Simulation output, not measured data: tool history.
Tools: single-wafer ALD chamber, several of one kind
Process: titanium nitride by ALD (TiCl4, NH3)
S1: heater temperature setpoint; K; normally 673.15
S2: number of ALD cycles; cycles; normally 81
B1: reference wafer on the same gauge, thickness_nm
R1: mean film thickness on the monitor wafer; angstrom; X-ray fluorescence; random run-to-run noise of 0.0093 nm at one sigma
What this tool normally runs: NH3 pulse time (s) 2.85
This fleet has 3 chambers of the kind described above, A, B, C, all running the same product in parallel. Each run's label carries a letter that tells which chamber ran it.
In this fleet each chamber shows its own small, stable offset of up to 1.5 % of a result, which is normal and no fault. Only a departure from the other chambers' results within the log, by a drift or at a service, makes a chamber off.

Run 1C, hour 2.2: usual settings; B1 1.5789. Result: R1 18.162 angstrom.
Run 2B, hour 4.7: usual settings; B1 1.5784. Result: R1 18.118 angstrom.
Run 3A, hour 9: usual settings; B1 1.5809. Result: R1 18.11 angstrom.
Run 4C, hour 12.9: usual settings; B1 1.5816. Result: R1 18.179 angstrom.
Run 5B, hour 17: usual settings; B1 1.5797. Result: R1 18.193 angstrom.
Run 6A, hour 21.1: usual settings; B1 1.5792. Result: R1 18.028 angstrom.
Run 7B, hour 23.8: usual settings; B1 1.5796. Result: R1 18.309 angstrom.
Run 8C, hour 26.7: usual settings; B1 1.5792. Result: R1 18.278 angstrom.
Run 9A, hour 28.8: usual settings but S2 93 cycles, NH3 pulse time (s) 3.8; B1 1.5814. Result: R1 20.874 angstrom.
Run 10A, hour 31.9: usual settings but S2 93 cycles, NH3 pulse time (s) 3.8; B1 1.5797. Result: R1 20.999 angstrom.
Run 11B, hour 35.2: usual settings but S2 93 cycles, NH3 pulse time (s) 3.8; B1 1.5796. Result: R1 21.177 angstrom.
Run 12C, hour 37.9: usual settings; B1 1.5788. Result: R1 18.513 angstrom.
Run 13A, hour 41.7: usual settings; B1 1.5785. Result: R1 18.082 angstrom.
Run 14B, hour 45: usual settings but S1 683.15 K; B1 1.5804. Result: R1 18.286 angstrom.
Run 15C, hour 47.9: usual settings but S1 683.15 K; B1 1.5808. Result: R1 18.409 angstrom.
Run 16C, hour 51.8: usual settings but S1 683.15 K; B1 1.5799. Result: R1 18.399 angstrom.
Run 17A, hour 54.3: usual settings; B1 1.5804. Result: R1 18.02 angstrom.
Run 18B, hour 56.7: usual settings; B1 1.5808. Result: R1 18.238 angstrom.
Run 19A, hour 59: usual settings; B1 1.5806. Result: R1 18.047 angstrom.
Run 20C, hour 61: usual settings but S1 661.15 K, S2 88 cycles; B1 1.581. Result: R1 19.716 angstrom.
Run 21B, hour 63.4: usual settings but S1 661.15 K, S2 88 cycles; B1 1.579. Result: R1 19.55 angstrom.
Run 22A, hour 66.9: usual settings but S1 661.15 K, S2 88 cycles; B1 1.583. Result: R1 19.354 angstrom.
Run 23C, hour 70.5: usual settings but NH3 pulse time (s) 2.06; B1 1.5793. Result: R1 17.996 angstrom.
Run 24B, hour 73.1: usual settings but NH3 pulse time (s) 2.06; B1 1.5803. Result: R1 18.087 angstrom.

Decide between three cases: one chamber stands off from its peers, the gauge reading all wafers drifts, or nothing is wrong past each chamber's small offset. Where a chamber is off, say which and what most likely put it there.

No chamber stands off beyond its own small offset, and the gauge holds steady.

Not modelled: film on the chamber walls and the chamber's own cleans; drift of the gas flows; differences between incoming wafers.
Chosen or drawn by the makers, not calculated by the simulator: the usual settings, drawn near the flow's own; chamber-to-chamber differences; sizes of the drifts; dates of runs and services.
